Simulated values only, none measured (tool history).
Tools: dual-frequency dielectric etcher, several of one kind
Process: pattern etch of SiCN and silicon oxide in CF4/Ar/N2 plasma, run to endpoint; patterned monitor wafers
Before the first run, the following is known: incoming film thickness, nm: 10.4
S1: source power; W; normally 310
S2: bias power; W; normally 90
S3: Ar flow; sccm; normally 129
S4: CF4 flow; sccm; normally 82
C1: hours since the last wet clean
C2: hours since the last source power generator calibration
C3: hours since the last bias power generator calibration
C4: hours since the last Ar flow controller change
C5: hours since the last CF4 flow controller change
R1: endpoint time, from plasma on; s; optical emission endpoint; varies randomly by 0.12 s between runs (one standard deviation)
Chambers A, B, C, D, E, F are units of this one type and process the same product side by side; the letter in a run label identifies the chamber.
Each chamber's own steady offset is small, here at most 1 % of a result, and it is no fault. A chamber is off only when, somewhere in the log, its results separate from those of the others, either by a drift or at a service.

run,hour,S1,S2,S3,S4,C1,C2,C3,C4,C5,R1
1A,6.3,310,90,129,82,159.3,2541.4,73.4,1752.3,1704.5,15.742
2C,16.7,310,90,129,82,346.4,2320.6,1547.2,1821.8,4777.7,15.599
3E,24.6,310,90,129,82,305.8,3759.7,1859.2,2259.1,132.9,15.756
# hour 26.6: chamber F: bias power generator calibrated
4D,31.7,310,90,129,82,86.0,476.3,1826.5,646.6,1115.5,15.757
# hour 34.6: chamber D: bias power generator calibrated
5B,41.8,310,90,129,82,414.3,1914.1,1251.8,1040.9,115.3,15.805
# hour 51.8: chamber F: CF4 flow controller replaced
6F,52.9,310,90,129,82,417.1,3796.2,26.4,1611.5,1.2,15.849
7E,64.1,310,90,129,82,345.3,3799.2,1898.7,2298.6,172.4,15.885
8F,71.6,310,90,129,82,435.8,3814.9,45.1,1630.2,19.9,15.750
9B,79.3,310,90,129,82,451.8,1951.6,1289.3,1078.4,152.8,15.779
10A,90.3,310,90,129,82,243.3,2625.4,157.4,1836.3,1788.5,15.642
# hour 102.5: chamber C: wet clean of the chamber
11C,102.6,310,90,129,82,0.2,2406.5,1633.1,1907.7,4863.6,15.852
12D,109.9,250,90,129,94,164.2,554.5,75.4,724.8,1193.7,18.723
# hour 113.2: chamber C: bias power generator calibrated
13A,116.5,250,90,129,94,269.5,2651.6,183.6,1862.5,1814.7,18.799
# hour 117.2: chamber B: wet clean of the chamber
14F,123.6,250,90,129,94,487.8,3866.9,97.1,1682.2,71.9,18.726
# hour 128.4: chamber F: source power generator calibrated
# hour 132.0: chamber F: wet clean of the chamber
15E,135.2,250,90,129,94,416.4,3870.3,1969.8,2369.7,243.5,18.886
16D,140.9,250,90,129,94,195.2,585.5,106.4,755.8,1224.7,18.528
17C,150.8,250,90,129,94,48.4,2454.7,37.7,1955.9,4911.8,18.667
# hour 153.2: chamber C: source power generator calibrated
18B,160.2,310,72,129,97,43.0,2032.5,1370.2,1159.3,233.7,16.609
19B,172.7,310,72,129,97,55.5,2045.0,1382.7,1171.8,246.2,16.631
20F,185.7,310,72,129,97,53.8,57.4,159.2,1744.3,134.0,16.159
21D,197.8,310,72,129,97,252.1,642.4,163.3,812.7,1281.6,16.693
22C,210.8,310,72,129,97,108.4,57.7,97.7,2015.9,4971.8,16.484
23E,221.6,310,72,129,97,502.8,3956.7,2056.2,2456.1,329.9,16.954
24A,230.2,310,90,129,82,383.2,2765.3,297.3,1976.2,1928.4,15.806
25B,242.5,310,90,129,82,125.3,2114.8,1452.5,1241.6,316.0,16.003
26F,252.2,310,90,129,82,120.3,123.9,225.7,1810.8,200.5,15.142
27A,264.5,310,90,129,82,417.5,2799.6,331.6,2010.5,1962.7,15.592
28C,275.5,310,90,129,82,173.1,122.4,162.4,2080.6,5036.5,15.733
29D,287.8,310,111,154,82,342.1,732.4,253.3,902.7,1371.6,15.058
30E,294.3,310,111,154,82,575.5,4029.4,2128.9,2528.8,402.6,15.004
31F,305.4,310,111,154,82,173.5,177.1,278.9,1864.0,253.7,14.532
32A,316.1,310,111,154,82,469.1,2851.2,383.2,2062.1,2014.3,14.988
# hour 319.3: chamber F: Ar flow controller replaced
33B,321.9,310,111,154,82,204.7,2194.2,1531.9,1321.0,395.4,15.033
# hour 328.6: chamber A: wet clean of the chamber
34D,333.0,310,111,154,82,387.3,777.6,298.5,947.9,1416.8,15.034
# hour 333.9: chamber E: wet clean of the chamber
35C,342.5,310,90,129,82,240.1,189.4,229.4,2147.6,5103.5,15.659
36E,350.7,310,90,129,82,16.8,4085.8,2185.3,2585.2,459.0,15.928
# hour 354.6: chamber E: bias power generator calibrated
37F,362.9,310,90,129,82,231.0,234.6,336.4,43.7,311.2,15.209
38C,373.5,310,90,129,82,271.1,220.4,260.4,2178.6,5134.5,15.829
39A,383.7,310,90,129,82,55.2,2918.8,450.8,2129.7,2081.9,15.797
40D,395.9,310,90,129,82,450.2,840.5,361.4,1010.8,1479.7,15.698
41E,407.0,310,90,129,82,73.1,4142.1,52.4,2641.5,515.3,15.952
42B,417.7,380,90,129,82,300.5,2290.0,1627.7,1416.8,491.2,13.190
43C,424.5,380,90,129,82,322.1,271.4,311.4,2229.6,5185.5,13.028

The same settings go to every chamber for the next run, one line per chamber below. Forecast the results for each:
44A,433.8,310,90,107,82,,,,,,?
44B,433.8,310,90,107,82,,,,,,?
44C,433.8,310,90,107,82,,,,,,?
44D,433.8,310,90,107,82,,,,,,?
44E,433.8,310,90,107,82,,,,,,?
44F,433.8,310,90,107,82,,,,,,?

run,R1
44A,15.422
44B,15.403
44C,15.233
44D,15.281
44E,15.489
44F,14.930

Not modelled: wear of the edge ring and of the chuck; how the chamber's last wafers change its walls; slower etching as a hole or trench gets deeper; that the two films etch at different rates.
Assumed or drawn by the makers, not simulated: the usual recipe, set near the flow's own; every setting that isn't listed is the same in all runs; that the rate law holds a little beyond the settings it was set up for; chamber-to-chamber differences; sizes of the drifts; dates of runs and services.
